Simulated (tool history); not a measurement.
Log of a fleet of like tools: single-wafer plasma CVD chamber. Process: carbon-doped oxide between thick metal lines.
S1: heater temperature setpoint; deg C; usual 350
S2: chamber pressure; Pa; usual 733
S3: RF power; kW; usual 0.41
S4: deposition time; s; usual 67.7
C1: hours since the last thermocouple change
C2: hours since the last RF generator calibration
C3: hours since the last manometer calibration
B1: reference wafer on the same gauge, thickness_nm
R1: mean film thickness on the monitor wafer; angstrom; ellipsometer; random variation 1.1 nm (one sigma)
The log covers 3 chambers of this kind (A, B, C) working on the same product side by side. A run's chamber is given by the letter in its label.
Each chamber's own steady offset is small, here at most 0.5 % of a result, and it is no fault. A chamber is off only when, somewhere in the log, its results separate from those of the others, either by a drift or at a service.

| run | hour | S1 | S2 | S3 | S4 | C1 | C2 | C3 | B1 | R1 |
|---|---|---|---|---|---|---|---|---|---|---|
| 1C | 13.2 | 350 | 733 | 0.41 | 67.7 | 35.2 | 518.8 | 847 | 247.94 | 3034 |
| 2A | 25.8 | 350 | 733 | 0.41 | 67.7 | 189.5 | 654 | 1619.9 | 248.02 | 3039.3 |
| 3B | 33.4 | 350 | 733 | 0.41 | 67.7 | 2389 | 475.9 | 650.2 | 248.05 | 3053.8 |
| 4C | 40 | 350 | 733 | 0.41 | 67.7 | 62 | 545.6 | 873.8 | 248.13 | 3018.5 |
| 5A | 54.1 | 350 | 733 | 0.41 | 67.7 | 217.8 | 682.3 | 1648.2 | 248.12 | 3017.5 |
| 6B | 67.3 | 350 | 733 | 0.41 | 67.7 | 2422.9 | 509.8 | 684.1 | 247.88 | 3044.5 |
| 7C | 79.2 | 350 | 733 | 0.41 | 67.7 | 101.2 | 584.8 | 913 | 247.98 | 3032.2 |
| 8B | 93.5 | 350 | 733 | 0.41 | 67.7 | 2449.1 | 536 | 710.3 | 247.95 | 3031.1 |
| 9A | 104.3 | 350 | 733 | 0.41 | 67.7 | 268 | 732.5 | 1698.4 | 247.89 | 3029.9 |
| 10C | 114.4 | 350 | 733 | 0.41 | 67.7 | 136.4 | 620 | 948.2 | 248.03 | 3032.1 |
| 11B | 126.1 | 350 | 733 | 0.41 | 67.7 | 2481.7 | 568.6 | 742.9 | 248.18 | 3025.4 |
|  | 133.4 | chamber B: thermocouple changed; heater temperature recalibrated |
| 12A | 134.5 | 350 | 733 | 0.41 | 67.7 | 298.2 | 762.7 | 1728.6 | 247.83 | 3022.2 |
| 13A | 142 | 350 | 733 | 0.41 | 67.7 | 305.7 | 770.2 | 1736.1 | 248.04 | 3037.1 |
| 14B | 153.8 | 350 | 733 | 0.41 | 67.7 | 20.5 | 596.3 | 770.6 | 248.04 | 2967.9 |
| 15C | 163.2 | 350 | 565 | 0.37 | 67.7 | 185.2 | 668.8 | 997 | 248.14 | 2687.2 |
| 16C | 174.2 | 350 | 565 | 0.37 | 67.7 | 196.2 | 679.8 | 1008 | 248.06 | 2705.5 |
| 17B | 185.2 | 350 | 565 | 0.37 | 67.7 | 51.9 | 627.7 | 802 | 247.83 | 2614.3 |
| 18A | 194 | 350 | 733 | 0.41 | 67.7 | 357.7 | 822.2 | 1788.1 | 247.87 | 3038.6 |
| 19C | 203.7 | 350 | 733 | 0.41 | 67.7 | 225.7 | 709.3 | 1037.5 | 248.03 | 3006.4 |
| 20A | 213 | 350 | 733 | 0.41 | 67.7 | 376.7 | 841.2 | 1807.1 | 248.21 | 3040.2 |

Which is it: a chamber that has drifted or been left off by a service, a gauge drift common to all chambers, or only each chamber's usual small offset? If a chamber is off, name it and its likeliest cause.

It is chamber B that slowly wanders off from its peers.
Cause: delivered RF power below the setpoint (%) = 5.98.

Chamber B could run next with any of the 4 candidate recipes listed below; each alters the usual settings, and their results appear as question marks. Which one brings its results back in line with what the other chambers deliver on the usual settings?
In line means no further than this from the other chambers' mean on the usual settings: R1 37 angstrom
| 21B-1 | 223.3 | 350 | 723 | 0.41 | 62.9 |  |  |  |  | ? |
| 21B-2 | 223.3 | 351 | 728 | 0.41 | 65.2 |  |  |  |  | ? |
| 21B-3 | 223.3 | 350 | 733 | 0.425 | 70.9 |  |  |  |  | ? |
| 21B-4 | 223.3 | 350 | 733 | 0.41 | 70.4 |  |  |  |  | ? |

Mean of the other chambers on the usual settings: R1 3027.6 angstrom
| run | R1 |
|---|---|
| 21B-1 | 2703 |
| 21B-2 | 2797.1 |
| 21B-3 | 3132.4 |
| 21B-4 | 3029.4 |
The right change is 21B-4: it brings the chamber back within the allowed miss of the others.

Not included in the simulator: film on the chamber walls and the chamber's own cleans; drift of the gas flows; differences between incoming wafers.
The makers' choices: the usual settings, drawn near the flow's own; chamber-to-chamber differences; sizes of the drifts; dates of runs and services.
